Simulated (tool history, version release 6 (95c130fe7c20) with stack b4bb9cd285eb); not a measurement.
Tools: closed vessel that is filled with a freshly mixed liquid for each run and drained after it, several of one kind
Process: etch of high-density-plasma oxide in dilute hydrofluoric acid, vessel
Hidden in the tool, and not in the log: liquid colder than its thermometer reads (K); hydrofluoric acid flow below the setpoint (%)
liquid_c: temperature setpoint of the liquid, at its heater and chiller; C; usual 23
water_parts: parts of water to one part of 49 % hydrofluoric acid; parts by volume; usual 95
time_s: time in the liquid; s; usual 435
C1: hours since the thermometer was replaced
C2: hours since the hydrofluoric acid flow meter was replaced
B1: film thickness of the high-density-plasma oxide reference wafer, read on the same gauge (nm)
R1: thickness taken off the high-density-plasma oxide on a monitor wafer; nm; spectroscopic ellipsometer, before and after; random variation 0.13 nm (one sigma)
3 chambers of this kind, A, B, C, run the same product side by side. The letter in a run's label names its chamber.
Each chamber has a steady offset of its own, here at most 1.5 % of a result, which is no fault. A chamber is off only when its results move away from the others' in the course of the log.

run 1C hour=12 | liquid_c=23 water_parts=95 time_s=435 | C1=962.2 C2=379.3 | B1=29.994 | R1=26.721
run 2B hour=24.8 | liquid_c=23 water_parts=95 time_s=435 | C1=1257 C2=274.1 | B1=29.995 | R1=25.735
run 3A hour=37.6 | liquid_c=23 water_parts=95 time_s=435 | C1=1542.6 C2=279.5 | B1=30 | R1=26.15
run 4C hour=47.6 | liquid_c=23 water_parts=95 time_s=435 | C1=997.8 C2=414.9 | B1=29.974 | R1=26.255
-- hour=55.1 chamber C: hydrofluoric acid flow meter replaced
run 5B hour=57.9 | liquid_c=23 water_parts=95 time_s=435 | C1=1290.1 C2=307.2 | B1=30.001 | R1=25.884
run 6A hour=66.3 | liquid_c=23 water_parts=95 time_s=435 | C1=1571.3 C2=308.2 | B1=29.973 | R1=26.123
run 7B hour=78.9 | liquid_c=23 water_parts=95 time_s=435 | C1=1311.1 C2=328.2 | B1=29.983 | R1=25.942
run 8C hour=86.7 | liquid_c=23 water_parts=95 time_s=435 | C1=1036.9 C2=31.7 | B1=30.013 | R1=26.571
run 9A hour=99.3 | liquid_c=23 water_parts=95 time_s=435 | C1=1604.3 C2=341.2 | B1=30.008 | R1=26.155
run 10A hour=107.2 | liquid_c=23 water_parts=95 time_s=435 | C1=1612.2 C2=349.1 | B1=30.029 | R1=25.968
run 11B hour=113.9 | liquid_c=23 water_parts=95 time_s=435 | C1=1346.1 C2=363.2 | B1=30.012 | R1=25.821
run 12C hour=125.5 | liquid_c=23 water_parts=95 time_s=435 | C1=1075.7 C2=70.5 | B1=29.988 | R1=26.448
run 13B hour=131.5 | liquid_c=23 water_parts=95 time_s=435 | C1=1363.7 C2=380.8 | B1=29.966 | R1=25.849
run 14C hour=144.8 | liquid_c=23 water_parts=95 time_s=180 | C1=1095 C2=89.8 | B1=29.997 | R1=10.936
run 15A hour=156.5 | liquid_c=23 water_parts=95 time_s=180 | C1=1661.5 C2=398.4 | B1=30.02 | R1=10.655
run 16A hour=164.8 | liquid_c=23 water_parts=95 time_s=180 | C1=1669.8 C2=406.7 | B1=30.008 | R1=10.556
run 17C hour=174.2 | liquid_c=23 water_parts=115 time_s=630 | C1=1124.4 C2=119.2 | B1=29.994 | R1=31.004
run 18B hour=184.2 | liquid_c=23 water_parts=115 time_s=630 | C1=1416.4 C2=433.5 | B1=29.994 | R1=30.31
run 19B hour=194.3 | liquid_c=23 water_parts=115 time_s=630 | C1=1426.5 C2=443.6 | B1=29.981 | R1=30.173
run 20A hour=205.7 | liquid_c=23 water_parts=95 time_s=435 | C1=1710.7 C2=447.6 | B1=29.993 | R1=25.367
run 21C hour=212.3 | liquid_c=23 water_parts=95 time_s=435 | C1=1162.5 C2=157.3 | B1=29.98 | R1=26.684
run 22C hour=224.6 | liquid_c=23 water_parts=95 time_s=435 | C1=1174.8 C2=169.6 | B1=29.963 | R1=26.471
run 23B hour=237.9 | liquid_c=23 water_parts=95 time_s=435 | C1=1470.1 C2=487.2 | B1=30.009 | R1=25.766
run 24A hour=246.7 | liquid_c=21 water_parts=95 time_s=435 | C1=1751.7 C2=488.6 | B1=29.964 | R1=23.012
run 25C hour=257 | liquid_c=21 water_parts=95 time_s=435 | C1=1207.2 C2=202 | B1=29.979 | R1=24.311
run 26B hour=269.6 | liquid_c=21 water_parts=95 time_s=435 | C1=1501.8 C2=518.9 | B1=30.039 | R1=23.61
run 27A hour=278.3 | liquid_c=23 water_parts=95 time_s=435 | C1=1783.3 C2=520.2 | B1=29.984 | R1=25.053
run 28C hour=287.1 | liquid_c=23 water_parts=95 time_s=435 | C1=1237.3 C2=232.1 | B1=29.981 | R1=26.445
run 29B hour=297 | liquid_c=23 water_parts=95 time_s=435 | C1=1529.2 C2=546.3 | B1=29.986 | R1=25.703
run 30A hour=303.9 | liquid_c=19.5 water_parts=95 time_s=655 | C1=1808.9 C2=545.8 | B1=30.006 | R1=32.617
run 31C hour=312 | liquid_c=19.5 water_parts=95 time_s=655 | C1=1262.2 C2=257 | B1=29.996 | R1=34.404

All 3 chambers run these settings next. Forecast each chamber's results:
run 32A hour=321.8 | liquid_c=20 water_parts=95 time_s=435 | R1=?
run 32B hour=321.8 | liquid_c=20 water_parts=95 time_s=435 | R1=?
run 32C hour=321.8 | liquid_c=20 water_parts=95 time_s=435 | R1=?

run=32A R1=21.821
run=32B R1=22.701
run=32C R1=23.454
